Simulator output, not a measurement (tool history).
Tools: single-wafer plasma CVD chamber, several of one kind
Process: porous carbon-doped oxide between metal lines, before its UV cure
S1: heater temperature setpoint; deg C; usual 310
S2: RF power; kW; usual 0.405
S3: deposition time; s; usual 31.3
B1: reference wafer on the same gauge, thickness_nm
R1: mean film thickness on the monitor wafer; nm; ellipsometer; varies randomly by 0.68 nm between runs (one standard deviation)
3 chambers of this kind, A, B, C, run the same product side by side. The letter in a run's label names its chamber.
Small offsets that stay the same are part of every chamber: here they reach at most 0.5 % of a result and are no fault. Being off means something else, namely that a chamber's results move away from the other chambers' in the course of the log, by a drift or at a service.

| run | hour | S1 | S2 | S3 | B1 | R1 |
|---|---|---|---|---|---|---|
| 1B | 13.0 | 310 | 0.405 | 31.3 | 141.05 | 137.59 |
| 2C | 19.5 | 310 | 0.405 | 31.3 | 141.08 | 138.50 |
| 3A | 26.9 | 310 | 0.405 | 31.3 | 141.03 | 135.46 |
| 4B | 38.7 | 310 | 0.405 | 31.3 | 141.18 | 137.49 |
| 5A | 46.5 | 310 | 0.405 | 31.3 | 140.95 | 135.70 |
| 6C | 56.8 | 296 | 0.485 | 31.3 | 141.05 | 169.82 |
| 7C | 65.7 | 296 | 0.485 | 31.3 | 140.91 | 169.69 |
| 8A | 78.5 | 296 | 0.485 | 31.3 | 141.09 | 167.12 |
| 9B | 90.2 | 310 | 0.405 | 31.3 | 141.02 | 137.18 |
| 10C | 103.1 | 302 | 0.340 | 31.3 | 141.01 | 124.25 |
| 11A | 116.7 | 302 | 0.340 | 31.3 | 141.18 | 123.39 |
| 12B | 127.1 | 302 | 0.340 | 31.3 | 140.99 | 124.43 |
| 13A | 140.3 | 310 | 0.405 | 31.3 | 140.87 | 135.76 |
| 14C | 152.2 | 310 | 0.405 | 31.3 | 141.01 | 137.27 |
| 15B | 160.0 | 310 | 0.405 | 31.3 | 141.05 | 136.02 |
|  | 166.6 | chamber A: RF generator calibrated |
| 16B | 170.5 | 310 | 0.405 | 31.3 | 140.99 | 137.06 |
| 17A | 180.1 | 310 | 0.405 | 31.3 | 140.74 | 135.52 |
| 18C | 190.4 | 310 | 0.405 | 31.3 | 140.83 | 136.30 |
| 19A | 201.9 | 310 | 0.405 | 31.3 | 141.09 | 136.43 |
| 20B | 208.1 | 310 | 0.405 | 31.3 | 140.99 | 137.30 |
| 21C | 216.4 | 310 | 0.405 | 31.3 | 140.90 | 136.28 |
| 22B | 230.8 | 310 | 0.405 | 31.3 | 141.14 | 136.36 |
| 23C | 238.0 | 310 | 0.405 | 31.3 | 141.05 | 137.49 |
| 24A | 248.3 | 310 | 0.375 | 31.3 | 141.02 | 128.21 |
|  | 254.4 | chamber B: RF generator calibrated |
| 25B | 257.6 | 310 | 0.375 | 31.3 | 141.04 | 130.01 |
| 26C | 270.0 | 310 | 0.375 | 31.3 | 140.92 | 129.12 |

All chambers now run identical settings, listed one chamber a line with results as question marks. What results will each chamber show?
| 27A | 280.4 | 310 | 0.430 | 31.3 |  | ? |
| 27B | 280.4 | 310 | 0.430 | 31.3 |  | ? |
| 27C | 280.4 | 310 | 0.430 | 31.3 |  | ? |

| run | R1 |
|---|---|
| 27A | 142.46 |
| 27B | 144.42 |
| 27C | 144.19 |
